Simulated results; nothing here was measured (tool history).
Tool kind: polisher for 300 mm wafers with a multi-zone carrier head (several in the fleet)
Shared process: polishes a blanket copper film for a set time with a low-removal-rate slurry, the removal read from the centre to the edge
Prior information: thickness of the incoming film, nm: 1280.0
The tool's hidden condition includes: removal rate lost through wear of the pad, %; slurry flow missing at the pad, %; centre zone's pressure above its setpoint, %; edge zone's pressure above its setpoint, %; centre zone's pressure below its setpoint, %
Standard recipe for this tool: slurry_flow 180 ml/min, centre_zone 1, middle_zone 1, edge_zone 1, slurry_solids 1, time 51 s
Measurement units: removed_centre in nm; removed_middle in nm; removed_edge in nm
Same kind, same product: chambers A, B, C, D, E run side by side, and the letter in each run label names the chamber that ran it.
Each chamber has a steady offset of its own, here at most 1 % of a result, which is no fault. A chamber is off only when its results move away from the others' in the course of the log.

run,hour,slurry_flow,centre_zone,middle_zone,edge_zone,slurry_solids,time,wafers polished on this pad,hours since the slurry nozzle was cleaned,hours since the centre zone pressure was calibrated,hours since the edge zone pressure was calibrated,removed_centre,removed_middle,removed_edge
1D,7,180,1,1,1,1,51,215,183.5,583.3,738.4,183.09,182.86,184.6
2C,13,180,1,1,1,1,51,1242,725.3,86.1,410.6,185.68,183.75,180.99
3E,19.9,180,1,1,1,1,51,332,360.6,204.9,810.4,184.09,185.89,184.93
4A,24.7,180,1,1,1,1,51,669,654.4,145.2,227.1,184.17,187.05,180.93
5B,28.5,180,1,1,1,1,51,908,76.8,944.9,40,179.73,185.86,181.61
# hour 29.1: chamber C: worn pad replaced by a new one
6D,35.7,180,1,1,1,1,51,689,212.2,612,767.1,180.47,183.29,184.3
# hour 39.3: chamber B: worn pad replaced by a new one
7A,41.9,180,1,1,1,1,51,953,671.6,162.4,244.3,178.2,182.15,181.18
8E,46.5,180,1,1,1,1,51,772,387.2,231.5,837,182.87,181.08,182.23
# hour 47.3: chamber A: worn pad replaced by a new one
# hour 48: chamber B: centre zone pressure recalibrated
# hour 49.4: chamber D: worn pad replaced by a new one
9B,51,180,1,1,1,1,51,193,99.3,3.1,62.5,185.88,184.78,183.68
10C,54.7,180,1,1,1,1,51,423,767,127.8,452.3,183.95,182.31,182.23
11C,63,180,0.95,1,0.96,1,51,561,775.3,136.1,460.6,172.3,184.18,181.74
# hour 64.1: chamber E: worn pad replaced by a new one
12D,68.5,180,0.95,1,0.96,1,51,315,245,644.8,799.9,167.1,184.52,180.31
13B,75.7,180,0.95,1,0.96,1,51,601,124,27.8,87.2,170.61,189.37,177.58
14A,84.2,180,0.95,1,0.96,1,51,611,713.9,204.7,286.6,173.12,182,179.86
# hour 86.9: chamber E: slurry nozzle cleaned
15E,89.3,180,0.95,1,0.96,1,51,417,2.4,274.3,879.8,173.66,181.95,175.48
16B,97.2,180,1,1.04,1,1.15,51,957,145.5,49.3,108.7,189.57,198.95,182.16
17A,102.1,180,1,1.04,1,1.15,51,907,731.8,222.6,304.5,187.03,194.7,187.18
# hour 102.2: chamber D: worn pad replaced by a new one
# hour 107.1: chamber A: worn pad replaced by a new one
# hour 107.3: chamber B: worn pad replaced by a new one
18D,109.9,180,1,1.04,1,1.15,51,128,286.4,686.2,841.3,180.63,192.13,192.47
# hour 112.7: chamber C: worn pad replaced by a new one
19E,118.2,180,1,1.04,1,1.15,51,895,31.3,303.2,908.7,188.2,194.9,188.74
20C,125.5,180,1,1.04,1,1.15,51,212,837.8,198.6,523.1,184.63,195.56,185.41
# hour 128.6: chamber E: worn pad replaced by a new one
# hour 131.5: chamber C: slurry nozzle cleaned
21A,131.8,180,1,1,1,1,51,409,761.5,252.3,334.2,184.94,181.77,184.16
# hour 132.6: chamber A: slurry nozzle cleaned
# hour 136: chamber C: edge zone pressure recalibrated
22C,140.2,180,1,1,1,1,51,455,8.8,213.3,4.2,181.92,185.11,180.87
23D,148,180,1,1,1,1,51,758,324.5,724.3,879.4,171.22,178.54,179.08
# hour 153.3: chamber D: worn pad replaced by a new one
24E,155.9,180,0.95,1,1,1,51,451,69,340.9,946.4,172.18,184.75,182.14
25B,164.3,180,0.95,1,1,1,51,942,212.6,116.4,175.8,172.97,185.59,183.41
# hour 165.7: chamber A: worn pad replaced by a new one
26A,172.3,180,0.95,1,1,1,51,109,39.7,292.8,374.7,173.21,184.44,184.85
27C,179,180,0.95,1,1,1,51,1096,47.6,252.1,43,171.19,186.7,182.69
# hour 183: chamber B: worn pad replaced by a new one
28E,186.7,180,0.95,1,1,1,51,960,99.8,371.7,977.2,172.37,180.6,185.22
# hour 189.3: chamber E: worn pad replaced by a new one
29D,192.7,180,1,1,1,1,51,651,369.2,769,924.1,171.37,173.16,178.02
# hour 193.4: chamber C: worn pad replaced by a new one
30B,201,180,1,1,1,1,51,298,249.3,153.1,212.5,181.93,186.17,180.56
# hour 204.5: chamber E: edge zone pressure recalibrated
# hour 206.9: chamber D: worn pad replaced by a new one
31A,209.3,180,1,1,1,1,51,721,76.7,329.8,411.7,186.53,184.3,184.67
32C,217,180,1,1,1,1,51,390,85.6,290.1,81,184.06,183.35,185.66
33D,223.7,180,1,1,1,1,51,278,400.2,800,955.1,164.46,171.22,175.59
# hour 225.1: chamber A: worn pad replaced by a new one
34B,230.5,180,1,1,1,1,51,786,278.8,182.6,242,179.07,183.83,180.61
# hour 233.2: chamber B: slurry nozzle cleaned
35E,234.9,180,1,1,1,1,51,755,148,419.9,30.5,181.21,184.16,182.1
36E,239.2,180,1,1,1,1,51,826,152.3,424.2,34.8,179.89,185,182.18
37B,244.7,160,1,1,1,1,51,1020,11.5,196.8,256.2,179.73,180.27,182.75
38C,251.6,160,1,1,1,1,51,962,120.2,324.7,115.6,179.86,183.36,182.57
39A,258.3,160,1,1,1,1,51,550,125.7,378.8,460.7,177.07,180.12,182.41
# hour 260.6: chamber D: worn pad replaced by a new one
40D,264.1,160,1,1,1,1,51,59,440.6,840.4,995.5,156.66,160.93,167.66
41D,268.1,160,1,1,1,1,51,125,444.6,844.4,999.5,156.34,164.63,167.3

Which is it: a chamber that has drifted or been left off by a service, a gauge drift common to all chambers, or only each chamber's usual small offset? If a chamber is off, name it and its likeliest cause.

One chamber, D, drifts off from the rest bit by bit.
Likeliest cause: slurry flow missing at the pad, % = 39.7.

Chamber D could run next with any of the 4 candidate recipes listed below; each alters the usual settings, and their results appear as question marks. Which one brings its results back in line with what the other chambers deliver on the usual settings?
To be in line, a result may differ from the other chambers' mean on the usual settings by at most: removed_centre 7.4 nm; removed_middle 5.9 nm; removed_edge 7.7 nm
42D-1,274.2,195,1.04,1.02,0.97,1,55,,,,,?,?,?
42D-2,274.2,170,0.96,0.98,1.02,1,48,,,,,?,?,?
42D-3,274.2,185,1.02,1.01,0.99,1,52,,,,,?,?,?
42D-4,274.2,175,0.98,0.99,1.01,1,50,,,,,?,?,?

What the other chambers average on the usual settings: removed_centre 182.76 nm; removed_middle 184.24 nm; removed_edge 183.35 nm
run,removed_centre,removed_middle,removed_edge
42D-1,184.29,186.51,183.26
42D-2,141.51,151.54,160.35
42D-3,168.07,172.52,173.56
42D-4,152.15,160.56,167.03
42D-1 is the one that brings the chamber's results back in line with the other chambers.

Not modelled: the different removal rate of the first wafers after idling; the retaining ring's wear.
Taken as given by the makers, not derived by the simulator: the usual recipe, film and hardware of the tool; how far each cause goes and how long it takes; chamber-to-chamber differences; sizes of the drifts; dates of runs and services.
